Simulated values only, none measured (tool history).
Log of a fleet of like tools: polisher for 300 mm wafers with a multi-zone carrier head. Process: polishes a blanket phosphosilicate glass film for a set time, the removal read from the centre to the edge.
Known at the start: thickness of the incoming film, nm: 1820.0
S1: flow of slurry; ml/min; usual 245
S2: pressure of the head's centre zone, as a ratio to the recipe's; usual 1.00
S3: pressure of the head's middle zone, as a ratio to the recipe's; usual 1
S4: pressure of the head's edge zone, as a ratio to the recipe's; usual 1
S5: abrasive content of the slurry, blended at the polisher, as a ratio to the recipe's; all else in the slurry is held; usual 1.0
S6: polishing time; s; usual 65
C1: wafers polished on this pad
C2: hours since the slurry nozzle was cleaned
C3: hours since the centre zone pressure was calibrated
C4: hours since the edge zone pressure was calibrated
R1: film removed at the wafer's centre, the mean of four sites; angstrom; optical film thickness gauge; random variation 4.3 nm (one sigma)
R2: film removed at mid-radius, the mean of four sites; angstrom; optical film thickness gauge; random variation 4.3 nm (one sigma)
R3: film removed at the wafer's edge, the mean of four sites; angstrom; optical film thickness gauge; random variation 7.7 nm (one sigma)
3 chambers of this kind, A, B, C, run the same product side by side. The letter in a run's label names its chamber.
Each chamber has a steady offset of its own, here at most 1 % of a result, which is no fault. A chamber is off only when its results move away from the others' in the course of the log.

-- hour=3.2 chamber A: centre zone pressure recalibrated
run 1A hour=4.7 | S1=245 S2=1.00 S3=1 S4=1 S5=1.0 S6=65 | C1=510 C2=153.2 C3=1.5 C4=496.6 | R1=5971.2 R2=5963.5 R3=6019.4
run 2B hour=7.4 | S1=245 S2=1.00 S3=1 S4=1 S5=1.0 S6=65 | C1=666 C2=113.5 C3=279.4 C4=286.1 | R1=5930.2 R2=5945.3 R3=5954.2
run 3C hour=10.2 | S1=245 S2=1.00 S3=1 S4=1 S5=1.0 S6=65 | C1=457 C2=112.3 C3=657.7 C4=648.9 | R1=5880.8 R2=5884.4 R3=6015.4
-- hour=14.7 chamber A: worn pad replaced by a new one
run 4B hour=14.7 | S1=245 S2=1.00 S3=1 S4=1 S5=1.0 S6=65 | C1=733 C2=120.8 C3=286.7 C4=293.4 | R1=5829.0 R2=5930.0 R3=5972.3
run 5A hour=19.3 | S1=245 S2=1.00 S3=1 S4=1 S5=1.0 S6=65 | C1=42 C2=167.8 C3=16.1 C4=511.2 | R1=5957.9 R2=5951.0 R3=5937.8
run 6C hour=23.3 | S1=245 S2=1.00 S3=1 S4=1 S5=1.0 S6=65 | C1=577 C2=125.4 C3=670.8 C4=662.0 | R1=5941.7 R2=5923.9 R3=5871.9
-- hour=23.6 chamber C: worn pad replaced by a new one
run 7C hour=26.8 | S1=245 S2=1.00 S3=1 S4=1 S5=1.0 S6=65 | C1=29 C2=128.9 C3=674.3 C4=665.5 | R1=5886.3 R2=5838.9 R3=5913.7
run 8A hour=29.3 | S1=245 S2=1.00 S3=1 S4=1 S5=1.0 S6=80 | C1=134 C2=177.8 C3=26.1 C4=521.2 | R1=7304.2 R2=7270.5 R3=7201.8
run 9B hour=33.3 | S1=245 S2=1.00 S3=1 S4=1 S5=1.0 S6=80 | C1=903 C2=139.4 C3=305.3 C4=312.0 | R1=7292.4 R2=7262.6 R3=7142.7
run 10C hour=35.9 | S1=245 S2=1.00 S3=1 S4=1 S5=1.0 S6=80 | C1=112 C2=138.0 C3=683.4 C4=674.6 | R1=7299.3 R2=7146.6 R3=7321.3
run 11A hour=40.9 | S1=245 S2=1.00 S3=1 S4=1 S5=1.0 S6=65 | C1=240 C2=189.4 C3=37.7 C4=532.8 | R1=5952.3 R2=5921.6 R3=5926.6
run 12B hour=44.1 | S1=245 S2=1.00 S3=1 S4=1 S5=1.0 S6=65 | C1=1002 C2=150.2 C3=316.1 C4=322.8 | R1=5818.7 R2=5933.9 R3=5830.0
run 13A hour=47.7 | S1=245 S2=1.00 S3=1 S4=1 S5=1.0 S6=65 | C1=302 C2=196.2 C3=44.5 C4=539.6 | R1=5974.3 R2=5902.1 R3=5853.1
run 14B hour=50.7 | S1=245 S2=1.00 S3=1 S4=1 S5=1.0 S6=65 | C1=1063 C2=156.8 C3=322.7 C4=329.4 | R1=5789.5 R2=5813.6 R3=5786.6
run 15C hour=55.3 | S1=245 S2=1.00 S3=1 S4=1 S5=1.0 S6=65 | C1=290 C2=157.4 C3=702.8 C4=694.0 | R1=5905.9 R2=5853.3 R3=5999.6
-- hour=56.5 chamber A: slurry nozzle cleaned
run 16C hour=58.5 | S1=245 S2=1.00 S3=1 S4=1 S5=1.0 S6=65 | C1=320 C2=160.6 C3=706.0 C4=697.2 | R1=5912.4 R2=5846.1 R3=5777.3
run 17A hour=61.2 | S1=245 S2=1.00 S3=1 S4=1 S5=1.0 S6=65 | C1=426 C2=4.8 C3=58.0 C4=553.1 | R1=5970.7 R2=5956.7 R3=6012.1
run 18B hour=63.9 | S1=245 S2=0.89 S3=1 S4=1 S5=1.0 S6=74 | C1=1184 C2=170.0 C3=335.9 C4=342.6 | R1=5756.1 R2=6611.2 R3=6509.3
run 19B hour=67.6 | S1=245 S2=0.89 S3=1 S4=1 S5=1.0 S6=74 | C1=1218 C2=173.7 C3=339.6 C4=346.3 | R1=5770.6 R2=6621.8 R3=6550.5
run 20A hour=71.7 | S1=245 S2=0.89 S3=1 S4=1 S5=1.0 S6=74 | C1=522 C2=15.3 C3=68.5 C4=563.6 | R1=5934.8 R2=6726.3 R3=6712.3
run 21C hour=74.8 | S1=245 S2=1.00 S3=1 S4=1 S5=1.2 S6=65 | C1=469 C2=176.9 C3=722.3 C4=713.5 | R1=6376.9 R2=6324.2 R3=6398.1
run 22A hour=78.5 | S1=245 S2=1.00 S3=1 S4=1 S5=1.2 S6=65 | C1=585 C2=22.1 C3=75.3 C4=570.4 | R1=6529.0 R2=6386.9 R3=6474.8
run 23B hour=82.0 | S1=245 S2=1.00 S3=1 S4=1 S5=1.2 S6=65 | C1=1350 C2=188.1 C3=354.0 C4=360.7 | R1=6071.0 R2=6186.5 R3=6064.6
-- hour=85.3 chamber C: worn pad replaced by a new one
run 24C hour=87.1 | S1=245 S2=1.00 S3=1 S4=1 S5=1.0 S6=65 | C1=16 C2=189.2 C3=734.6 C4=725.8 | R1=5929.4 R2=5865.9 R3=5795.3
-- hour=87.3 chamber A: worn pad replaced by a new one
run 25B hour=90.5 | S1=245 S2=1.00 S3=1 S4=1 S5=1.0 S6=65 | C1=1428 C2=196.6 C3=362.5 C4=369.2 | R1=5673.6 R2=5624.6 R3=5561.1
run 26C hour=93.3 | S1=245 S2=1.00 S3=1 S4=1 S5=1.0 S6=65 | C1=73 C2=195.4 C3=740.8 C4=732.0 | R1=5928.9 R2=5901.4 R3=5809.2
run 27A hour=97.1 | S1=245 S2=1.00 S3=1 S4=1 S5=1.0 S6=65 | C1=90 C2=40.7 C3=93.9 C4=589.0 | R1=5967.0 R2=5954.6 R3=6018.7
run 28B hour=102.0 | S1=245 S2=1.00 S3=1 S4=1 S5=1.0 S6=65 | C1=1533 C2=208.1 C3=374.0 C4=380.7 | R1=5558.1 R2=5602.1 R3=5584.7
run 29C hour=106.3 | S1=245 S2=1.00 S3=1 S4=1 S5=1.0 S6=65 | C1=193 C2=208.4 C3=753.8 C4=745.0 | R1=5946.0 R2=5815.3 R3=5754.7
run 30A hour=109.4 | S1=245 S2=1.00 S3=1 S4=1 S5=1.0 S6=65 | C1=203 C2=53.0 C3=106.2 C4=601.3 | R1=5941.2 R2=5917.1 R3=5877.4
run 31A hour=113.6 | S1=245 S2=1.00 S3=1 S4=1 S5=1.0 S6=65 | C1=241 C2=57.2 C3=110.4 C4=605.5 | R1=5925.8 R2=6079.8 R3=6030.5
run 32C hour=116.3 | S1=245 S2=1.00 S3=1 S4=1 S5=1.0 S6=65 | C1=284 C2=218.4 C3=763.8 C4=755.0 | R1=5914.7 R2=5838.5 R3=5923.6
run 33B hour=121.0 | S1=245 S2=1.00 S3=1 S4=1 S5=1.0 S6=65 | C1=1707 C2=227.1 C3=393.0 C4=399.7 | R1=5528.1 R2=5563.6 R3=5479.1

Next, every chamber runs the same settings. What will each give?
run 34A hour=124.7 | S1=245 S2=1.00 S3=1 S4=1 S5=0.9 S6=65 | R1=? R2=? R3=?
run 34B hour=124.7 | S1=245 S2=1.00 S3=1 S4=1 S5=0.9 S6=65 | R1=? R2=? R3=?
run 34C hour=124.7 | S1=245 S2=1.00 S3=1 S4=1 S5=0.9 S6=65 | R1=? R2=? R3=?

run=34A R1=5701.6 R2=5629.5 R3=5634.6
run=34B R1=5211.0 R2=5269.9 R3=5270.6
run=34C R1=5646.9 R2=5548.6 R3=5667.5
